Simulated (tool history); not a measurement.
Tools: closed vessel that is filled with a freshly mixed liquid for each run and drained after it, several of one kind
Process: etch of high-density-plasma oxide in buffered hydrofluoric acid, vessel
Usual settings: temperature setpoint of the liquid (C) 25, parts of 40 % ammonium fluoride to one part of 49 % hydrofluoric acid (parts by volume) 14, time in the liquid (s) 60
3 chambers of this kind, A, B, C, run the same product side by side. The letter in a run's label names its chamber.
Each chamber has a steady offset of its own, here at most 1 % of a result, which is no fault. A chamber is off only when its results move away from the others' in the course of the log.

| run | hour | temperature setpoint of the liquid (C) | parts of 40 % ammonium fluoride to one part of 49 % hydrofluoric acid (parts by volume) | time in the liquid (s) | hours since the thermometer was replaced | hours since the hydrofluoric acid flow meter was replaced | read-back film thickness of the high-density-plasma oxide reference wafer, read on the same gauge (nm) | thickness taken off the high-density-plasma oxide on a monitor wafer (angstrom) |
|---|---|---|---|---|---|---|---|---|
| 1C | 5.9 | 25 | 14 | 60 | 1236.4 | 79 | 50.006 | 568.55 |
| 2A | 11.4 | 25 | 14 | 60 | 485.7 | 353.5 | 50 | 570.21 |
| 3B | 17.5 | 25 | 14 | 60 | 320.8 | 2156 | 50.016 | 573.97 |
| 4C | 20.3 | 25 | 14 | 60 | 1250.8 | 93.4 | 50.01 | 575.22 |
| 5B | 26.8 | 29.5 | 18.5 | 60 | 330.1 | 2165.3 | 49.998 | 558.13 |
| 6A | 30 | 29.5 | 18.5 | 60 | 504.3 | 372.1 | 49.991 | 553.93 |
| 7C | 32.9 | 29.5 | 18.5 | 60 | 1263.4 | 106 | 49.995 | 545.45 |
| 8B | 39.1 | 25 | 14 | 60 | 342.4 | 2177.6 | 50.018 | 579.54 |
| 9A | 42 | 25 | 15.5 | 60 | 516.3 | 384.1 | 50.017 | 515.83 |
| 10C | 45.5 | 25 | 15.5 | 60 | 1276 | 118.6 | 49.99 | 514.86 |
| 11A | 49.5 | 25 | 15.5 | 60 | 523.8 | 391.6 | 50.023 | 516.16 |
| 12B | 52.7 | 25 | 14 | 60 | 356 | 2191.2 | 49.991 | 572.99 |
| 13C | 56.2 | 25 | 14 | 60 | 1286.7 | 129.3 | 50.006 | 558.88 |
| 14A | 60.3 | 25 | 14 | 60 | 534.6 | 402.4 | 50.014 | 568.17 |
| 15B | 66.3 | 27.5 | 14 | 60 | 369.6 | 2204.8 | 49.987 | 658.22 |
| 16A | 70.9 | 27.5 | 14 | 60 | 545.2 | 413 | 49.98 | 661.8 |
| 17B | 75 | 27.5 | 14 | 60 | 378.3 | 2213.5 | 49.992 | 665.71 |
| 18C | 79.3 | 21 | 18.5 | 60 | 1309.8 | 152.4 | 50.003 | 337.41 |
| 19B | 83.7 | 21 | 18.5 | 60 | 387 | 2222.2 | 49.973 | 353.2 |
| 20A | 88.6 | 21 | 18.5 | 60 | 562.9 | 430.7 | 49.993 | 349.7 |
| 21C | 93.3 | 25 | 14 | 60 | 1323.8 | 166.4 | 50.009 | 544.51 |
|  | 94.7 | chamber B: hydrofluoric acid flow meter replaced |
| 22A | 97.4 | 25 | 14 | 60 | 571.7 | 439.5 | 50.019 | 571.2 |
| 23B | 101.1 | 25 | 14 | 60 | 404.4 | 6.5 | 49.986 | 574.97 |
| 24C | 104.4 | 25 | 14 | 60 | 1334.9 | 177.5 | 49.984 | 530.21 |
| 25C | 108.4 | 25 | 14 | 60 | 1338.9 | 181.5 | 50.024 | 529.79 |
| 26B | 111.5 | 25 | 14 | 60 | 414.8 | 16.9 | 49.99 | 572.38 |
| 27A | 115 | 25 | 14 | 60 | 589.3 | 457.1 | 50.003 | 574.89 |
| 28A | 118.4 | 25 | 14 | 60 | 592.7 | 460.5 | 50.031 | 582.44 |
| 29B | 123.8 | 25 | 14 | 60 | 427.1 | 29.2 | 50.006 | 570.87 |
| 30C | 126.9 | 25 | 14 | 60 | 1357.4 | 200 | 50.011 | 515.58 |

All 3 chambers run these settings next. Forecast each chamber's results:
| 31A | 131.6 | 20.5 | 14 | 60 |  |  |  | ? |
| 31B | 131.6 | 20.5 | 14 | 60 |  |  |  | ? |
| 31C | 131.6 | 20.5 | 14 | 60 |  |  |  | ? |

| run | thickness taken off the high-density-plasma oxide on a monitor wafer (angstrom) |
|---|---|
| 31A | 442.11 |
| 31B | 449.05 |
| 31C | 405.93 |

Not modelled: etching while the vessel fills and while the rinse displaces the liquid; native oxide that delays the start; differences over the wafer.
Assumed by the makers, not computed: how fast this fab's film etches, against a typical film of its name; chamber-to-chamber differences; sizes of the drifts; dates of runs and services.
